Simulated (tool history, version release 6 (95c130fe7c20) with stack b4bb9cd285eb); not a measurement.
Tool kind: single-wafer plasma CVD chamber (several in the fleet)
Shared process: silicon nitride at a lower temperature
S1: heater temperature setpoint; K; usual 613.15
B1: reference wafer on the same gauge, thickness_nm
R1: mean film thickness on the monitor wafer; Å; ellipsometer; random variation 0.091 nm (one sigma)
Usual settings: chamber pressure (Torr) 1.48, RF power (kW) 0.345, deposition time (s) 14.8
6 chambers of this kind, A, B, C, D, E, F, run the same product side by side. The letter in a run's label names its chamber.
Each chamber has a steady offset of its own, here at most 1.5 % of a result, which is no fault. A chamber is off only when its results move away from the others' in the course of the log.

Run 1A, day 0.229: usual settings; B1 21.999. Result: R1 188.51 Å.
Run 2F, day 0.504: usual settings; B1 21.982. Result: R1 187.54 Å.
Run 3C, day 0.638: usual settings; B1 21.983. Result: R1 188.59 Å.
Run 4E, day 0.767: usual settings; B1 22.005. Result: R1 186.07 Å.
Run 5D, day 0.954: usual settings; B1 21.999. Result: R1 188.63 Å.
Run 6B, day 1.083: usual settings; B1 22.002. Result: R1 184.61 Å.
Run 7E, day 1.296: usual settings; B1 21.996. Result: R1 186.09 Å.
Run 8C, day 1.454: usual settings; B1 22.004. Result: R1 186.26 Å.
Run 9B, day 1.667: usual settings; B1 21.993. Result: R1 185.22 Å.
Run 10A, day 1.858: usual settings; B1 22.003. Result: R1 189.48 Å.
Run 11F, day 2.021: usual settings; B1 22.03. Result: R1 187.54 Å.
Run 12D, day 2.254: usual settings but chamber pressure (Torr) 1.82, deposition time (s) 16.2; B1 21.989. Result: R1 219.03 Å.
Run 13E, day 2.504: usual settings but chamber pressure (Torr) 1.82, deposition time (s) 16.2; B1 22.01. Result: R1 219.47 Å.
Run 14C, day 2.712: usual settings but chamber pressure (Torr) 1.82, deposition time (s) 16.2; B1 22.003. Result: R1 217.89 Å.
Run 15D, day 2.979: usual settings but chamber pressure (Torr) 1.82, deposition time (s) 16.2; B1 22.004. Result: R1 218.6 Å.
Run 16B, day 3.175: usual settings but chamber pressure (Torr) 1.82, deposition time (s) 16.2; B1 21.986. Result: R1 215.34 Å.
Run 17A, day 3.321: usual settings but chamber pressure (Torr) 1.82, deposition time (s) 16.2; B1 21.991. Result: R1 217.51 Å.
Run 18F, day 3.546: usual settings; B1 22.022. Result: R1 188.16 Å.
Run 19E, day 3.821: usual settings; B1 22.01. Result: R1 187.22 Å.
Run 20D, day 3.967: usual settings; B1 22.015. Result: R1 189.12 Å.
Run 21C, day 4.096: usual settings; B1 21.996. Result: R1 186.63 Å.
Run 22B, day 4.358: usual settings; B1 21.991. Result: R1 186.53 Å.
Run 23F, day 4.592: usual settings; B1 21.989. Result: R1 188.54 Å.
Run 24A, day 4.858: usual settings; B1 22.013. Result: R1 184.76 Å.
Run 25A, day 5.058: usual settings; B1 22.018. Result: R1 185.03 Å.
Run 26E, day 5.338: usual settings; B1 22.017. Result: R1 187.57 Å.
Run 27F, day 5.571: usual settings; B1 22.004. Result: R1 189.06 Å.
Run 28D, day 5.708: usual settings; B1 21.991. Result: R1 190.75 Å.
Run 29C, day 5.975: usual settings; B1 22.007. Result: R1 187.56 Å.
Run 30B, day 6.196: usual settings; B1 22.002. Result: R1 184.48 Å.
Run 31E, day 6.462: usual settings but S1 602.15 K; B1 21.997. Result: R1 189.41 Å.
Run 32D, day 6.671: usual settings but S1 602.15 K; B1 22.002. Result: R1 189.46 Å.
Run 33C, day 6.796: usual settings but S1 602.15 K; B1 22.026. Result: R1 187.33 Å.
Run 34B, day 7.021: usual settings but S1 602.15 K; B1 21.985. Result: R1 185.21 Å.
Run 35F, day 7.296: usual settings but S1 602.15 K; B1 22.008. Result: R1 188.36 Å.
Run 36A, day 7.479: usual settings but S1 602.15 K; B1 22.025. Result: R1 182.27 Å.

Is one chamber out of step, is the gauge drifting, or do the chambers differ by no more than their own small offsets? For an off chamber, give its letter and the likeliest cause.

Chamber A drifts away from the others.
What lies behind it: delivered RF power below the setpoint (%) = 8.09.

Here are 4 candidates for chamber A's next run, each the usual settings with a change, their results left as question marks. Which one brings its results back in line with what the others give on the usual settings?
To be in line, a result may differ from the other chambers' mean on the usual settings by at most: R1 3.2 Å
Run 37A-1, day 7.679: usual settings but chamber pressure (Torr) 1.5, RF power (kW) 0.35, deposition time (s) 15.2. Result: R1 ?.
Run 37A-2, day 7.679: usual settings but chamber pressure (Torr) 1.46, RF power (kW) 0.34, deposition time (s) 14.4. Result: R1 ?.
Run 37A-3, day 7.679: usual settings but RF power (kW) 0.335, deposition time (s) 14. Result: R1 ?.
Run 37A-4, day 7.679: usual settings but deposition time (s) 15.9. Result: R1 ?.

Usual-settings mean across the other chambers: R1 187.46 Å
  run      R1
37A-1  187.01
37A-2   172.5
37A-3  166.72
37A-4  193.02
The answer is 37A-1, which returns the chamber to within the allowed miss of the others.
